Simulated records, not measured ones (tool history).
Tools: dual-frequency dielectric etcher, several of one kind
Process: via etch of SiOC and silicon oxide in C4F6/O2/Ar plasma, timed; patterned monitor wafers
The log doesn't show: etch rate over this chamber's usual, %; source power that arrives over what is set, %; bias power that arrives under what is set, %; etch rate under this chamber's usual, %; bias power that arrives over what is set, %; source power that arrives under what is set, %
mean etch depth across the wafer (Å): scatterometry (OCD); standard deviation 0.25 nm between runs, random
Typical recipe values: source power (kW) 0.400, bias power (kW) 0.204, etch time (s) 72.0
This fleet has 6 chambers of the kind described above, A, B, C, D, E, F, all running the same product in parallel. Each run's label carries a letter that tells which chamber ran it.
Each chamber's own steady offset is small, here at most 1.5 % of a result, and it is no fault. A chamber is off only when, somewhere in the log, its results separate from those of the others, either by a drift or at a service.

run,hour,source power (kW),bias power (kW),etch time (s),hours since the last wet clean,hours since the last source power generator calibration,hours since the last bias power generator calibration,"read-back reference wafer on the same gauge, depth_nm",mean etch depth across the wafer (Å)
1F,7.0,0.400,0.204,72.0,137.0,2863.7,1098.8,75.360,839.47
2B,13.8,0.400,0.204,72.0,390.3,2670.7,627.8,75.440,854.91
3E,25.9,0.400,0.204,72.0,282.3,1643.7,1704.6,75.443,848.16
4A,33.9,0.400,0.204,72.0,231.9,3628.7,3010.8,75.405,836.93
5C,41.3,0.400,0.204,72.0,326.6,790.2,3229.8,75.430,845.27
6D,47.2,0.330,0.204,72.0,465.9,1682.2,686.7,75.361,792.82
7D,57.8,0.330,0.204,72.0,476.5,1692.8,697.3,75.370,792.77
8C,70.2,0.330,0.204,72.0,355.5,819.1,3258.7,75.386,779.73
9A,78.4,0.330,0.204,72.0,276.4,3673.2,3055.3,75.420,775.02
10B,86.6,0.330,0.204,72.0,463.1,2743.5,700.6,75.413,795.09
# hour 87.7: chamber C: wet clean of the chamber
11E,95.9,0.330,0.204,72.0,352.3,1713.7,1774.6,75.377,785.49
12F,102.6,0.400,0.204,72.0,232.6,2959.3,1194.4,75.438,839.55
# hour 105.5: chamber A: bias power generator calibrated
13D,114.4,0.400,0.204,72.0,533.1,1749.4,753.9,75.426,850.43
14E,126.1,0.400,0.204,72.0,382.5,1743.9,1804.8,75.457,845.06
15C,137.5,0.400,0.204,72.0,49.8,886.4,3326.0,75.346,842.73
16F,150.2,0.400,0.204,72.0,280.2,3006.9,1242.0,75.394,839.09
17B,157.4,0.490,0.204,79.5,533.9,2814.3,771.4,75.376,1025.10
# hour 163.0: chamber E: wet clean of the chamber
18A,168.3,0.490,0.204,79.5,366.3,3763.1,62.9,75.428,1003.40
# hour 175.1: chamber B: source power generator calibrated
19D,179.3,0.490,0.204,79.5,598.0,1814.3,818.8,75.392,1016.10
# hour 189.3: chamber B: wet clean of the chamber
20F,191.0,0.490,0.204,79.5,321.0,3047.7,1282.8,75.403,998.41
21A,203.4,0.490,0.204,79.5,401.4,3798.2,98.0,75.401,1001.10
# hour 205.9: chamber D: wet clean of the chamber
# hour 207.0: chamber E: bias power generator calibrated
# hour 209.5: chamber A: wet clean of the chamber
22C,209.8,0.490,0.204,79.5,122.1,958.7,3398.3,75.374,1007.90
23B,221.1,0.400,0.204,72.0,31.9,46.0,835.1,75.405,822.70
24E,232.7,0.400,0.204,72.0,69.8,1850.5,25.8,75.342,846.76
25E,244.1,0.400,0.204,72.0,81.2,1861.9,37.2,75.357,844.38
26A,253.7,0.400,0.204,72.0,44.3,3848.5,148.3,75.364,840.67
27D,266.4,0.400,0.204,72.0,60.5,1901.4,905.9,75.385,856.15
28F,278.4,0.400,0.204,72.0,408.4,3135.1,1370.2,75.333,841.38
29C,289.0,0.400,0.204,72.0,201.3,1037.9,3477.5,75.421,838.82
30B,298.7,0.400,0.204,72.0,109.5,123.6,912.7,75.411,823.86
31D,305.8,0.400,0.204,72.0,99.9,1940.8,945.3,75.377,854.71
32B,311.8,0.400,0.204,72.0,122.6,136.7,925.8,75.382,822.85
# hour 318.0: chamber F: wet clean of the chamber
33A,322.8,0.400,0.204,72.0,113.4,3917.6,217.4,75.422,835.76
34C,333.0,0.400,0.204,72.0,245.3,1081.9,3521.5,75.352,838.68
35F,346.2,0.400,0.204,72.0,28.2,3202.9,1438.0,75.409,842.91
36E,352.3,0.400,0.204,72.0,189.4,1970.1,145.4,75.397,843.95
37C,361.3,0.400,0.204,72.0,273.6,1110.2,3549.8,75.335,842.83
38B,374.2,0.400,0.204,72.0,185.0,199.1,988.2,75.370,823.35
# hour 378.8: chamber E: source power generator calibrated
39D,385.7,0.400,0.204,72.0,179.8,2020.7,1025.2,75.363,849.51
40A,393.8,0.400,0.204,72.0,184.4,3988.6,288.4,75.340,839.74
41F,407.2,0.400,0.204,72.0,89.2,3263.9,1499.0,75.409,837.45
42E,414.3,0.400,0.204,72.0,251.4,35.5,207.4,75.400,843.81
43C,426.5,0.400,0.204,72.0,338.8,1175.4,3615.0,75.375,841.60

The same settings go to every chamber for the next run, one line per chamber below. Forecast the results for each:
44A,436.1,0.400,0.155,72.0,,,,,?
44B,436.1,0.400,0.155,72.0,,,,,?
44C,436.1,0.400,0.155,72.0,,,,,?
44D,436.1,0.400,0.155,72.0,,,,,?
44E,436.1,0.400,0.155,72.0,,,,,?
44F,436.1,0.400,0.155,72.0,,,,,?

run,mean etch depth across the wafer (Å)
44A,761.46
44B,754.70
44C,768.87
44D,781.95
44E,770.01
44F,766.17
